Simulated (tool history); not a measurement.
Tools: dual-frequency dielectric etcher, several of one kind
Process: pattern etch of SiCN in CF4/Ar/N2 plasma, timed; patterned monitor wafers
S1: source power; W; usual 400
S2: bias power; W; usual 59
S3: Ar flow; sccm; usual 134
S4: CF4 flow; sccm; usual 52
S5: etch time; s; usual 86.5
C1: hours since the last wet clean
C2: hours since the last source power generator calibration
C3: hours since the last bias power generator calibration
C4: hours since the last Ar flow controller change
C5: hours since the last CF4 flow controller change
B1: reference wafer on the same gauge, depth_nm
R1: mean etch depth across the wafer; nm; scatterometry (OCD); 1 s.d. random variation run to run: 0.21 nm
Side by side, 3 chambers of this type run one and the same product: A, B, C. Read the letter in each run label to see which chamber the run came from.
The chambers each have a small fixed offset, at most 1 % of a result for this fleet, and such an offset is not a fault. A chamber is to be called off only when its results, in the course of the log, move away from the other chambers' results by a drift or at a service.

run,hour,S1,S2,S3,S4,S5,C1,C2,C3,C4,C5,B1,R1
1A,8.7,400,59,134,52,86.5,316.3,2430.5,2318.0,668.5,5153.5,57.004,56.431
2B,22.2,400,59,134,52,86.5,202.1,1098.0,3508.6,1070.2,4331.7,56.979,56.701
3C,36.3,400,59,134,52,86.5,121.0,1915.9,4139.6,3136.4,777.4,56.991,56.693
4B,50.3,400,59,134,52,86.5,230.2,1126.1,3536.7,1098.3,4359.8,56.990,56.408
# hour 58.9: chamber C: Ar flow controller replaced
5C,61.7,400,59,134,52,86.5,146.4,1941.3,4165.0,2.8,802.8,56.993,57.034
6A,75.0,400,59,134,52,86.5,382.6,2496.8,2384.3,734.8,5219.8,56.981,56.465
7A,82.9,400,59,134,52,86.5,390.5,2504.7,2392.2,742.7,5227.7,57.003,55.835
8B,92.0,400,59,134,52,86.5,271.9,1167.8,3578.4,1140.0,4401.5,56.997,56.108
9C,102.7,400,59,134,52,86.5,187.4,1982.3,4206.0,43.8,843.8,57.039,56.867
10B,117.0,400,59,134,52,86.5,296.9,1192.8,3603.4,1165.0,4426.5,57.012,56.853
# hour 120.7: chamber A: CF4 flow controller replaced
11C,131.5,400,59,134,52,86.5,216.2,2011.1,4234.8,72.6,872.6,56.958,57.006
12A,138.9,400,59,134,52,86.5,446.5,2560.7,2448.2,798.7,18.2,56.989,55.847
13A,151.3,450,59,134,52,61.0,458.9,2573.1,2460.6,811.1,30.6,56.968,43.765
14B,158.3,450,59,134,52,61.0,338.2,1234.1,3644.7,1206.3,4467.8,57.051,44.094
15C,166.4,450,59,134,52,61.0,251.1,2046.0,4269.7,107.5,907.5,57.020,44.793
16A,173.5,400,59,134,52,86.5,481.1,2595.3,2482.8,833.3,52.8,56.998,56.023
17C,184.3,400,59,134,52,86.5,269.0,2063.9,4287.6,125.4,925.4,56.956,56.971
18B,190.8,400,59,134,52,86.5,370.7,1266.6,3677.2,1238.8,4500.3,56.998,56.419
19A,198.0,400,59,134,52,86.5,505.6,2619.8,2507.3,857.8,77.3,56.981,55.522
20C,205.5,400,59,134,52,86.5,290.2,2085.1,4308.8,146.6,946.6,56.968,57.115
# hour 216.0: chamber A: wet clean of the chamber
21B,219.0,400,59,134,52,86.5,398.9,1294.8,3705.4,1267.0,4528.5,56.991,56.742
22B,229.0,400,59,134,52,86.5,408.9,1304.8,3715.4,1277.0,4538.5,57.001,56.751
23A,237.2,400,59,134,52,86.5,21.3,2659.0,2546.5,897.0,116.5,57.018,55.568
24C,248.7,400,59,134,52,86.5,333.4,2128.3,4352.0,189.8,989.8,56.962,57.078
# hour 255.4: chamber C: bias power generator calibrated
25B,256.2,400,59,134,52,86.5,436.1,1332.0,3742.6,1304.2,4565.7,56.977,56.741
# hour 268.0: chamber B: wet clean of the chamber
26C,269.7,400,68,134,52,86.5,354.4,2149.3,14.3,210.8,1010.8,56.974,59.965
27A,280.3,400,68,134,52,86.5,64.4,2702.1,2589.6,940.1,159.6,57.012,58.331
28A,293.1,400,68,134,52,86.5,77.2,2714.9,2602.4,952.9,172.4,57.040,58.285
# hour 295.2: chamber C: wet clean of the chamber
29C,302.3,400,59,134,52,86.5,7.2,2181.9,46.9,243.4,1043.4,57.027,56.885
# hour 313.0: chamber B: bias power generator calibrated
30B,314.0,400,59,134,52,86.5,46.1,1389.8,1.0,1362.0,4623.5,56.944,56.441
31C,327.1,400,59,134,52,86.5,32.0,2206.7,71.7,268.2,1068.2,57.027,56.923
32B,337.4,400,59,134,52,86.5,69.5,1413.2,24.4,1385.4,4646.9,56.988,56.844
33A,345.5,400,59,134,52,108.0,129.6,2767.3,2654.8,1005.3,224.8,57.029,68.946
34B,355.8,400,59,134,52,108.0,87.9,1431.6,42.8,1403.8,4665.3,57.014,70.615
35A,364.1,400,59,134,52,108.0,148.2,2785.9,2673.4,1023.9,243.4,57.022,68.281
36C,376.2,400,59,134,52,86.5,81.1,2255.8,120.8,317.3,1117.3,57.006,56.967
37C,387.2,400,59,134,52,86.5,92.1,2266.8,131.8,328.3,1128.3,56.975,57.105
38B,402.2,400,59,134,52,86.5,134.3,1478.0,89.2,1450.2,4711.7,57.002,56.713
39A,410.3,400,59,134,52,86.5,194.4,2832.1,2719.6,1070.1,289.6,57.057,54.568

Has any chamber moved away from the others, gradually or after a service, or does the common gauge drift, or do the chambers differ only by their own small steady offsets? State the chamber and the most likely cause if one applies.

It is chamber A that slowly wanders off from its peers.
What lies behind it: source power that arrives under what is set, % = 3.69.

Here are 4 candidates for chamber A's next run, each the usual settings with a change, their results left as question marks. Which one brings its results back in line with what the others give on the usual settings?
Allowed miss from the other chambers' usual-settings mean, per result, to count as in line: R1 0.740 nm
40A-1,421.1,400,59,134,42,86.5,,,,,,,?
40A-2,421.1,400,59,134,52,85.5,,,,,,,?
40A-3,421.1,400,59,134,52,88.0,,,,,,,?
40A-4,421.1,420,59,134,52,86.5,,,,,,,?

The other chambers' mean on the usual settings: R1 56.875 nm
run,R1
40A-1,52.723
40A-2,54.100
40A-3,55.682
40A-4,57.117
40A-4 is the one that brings the chamber's results back in line with the other chambers.

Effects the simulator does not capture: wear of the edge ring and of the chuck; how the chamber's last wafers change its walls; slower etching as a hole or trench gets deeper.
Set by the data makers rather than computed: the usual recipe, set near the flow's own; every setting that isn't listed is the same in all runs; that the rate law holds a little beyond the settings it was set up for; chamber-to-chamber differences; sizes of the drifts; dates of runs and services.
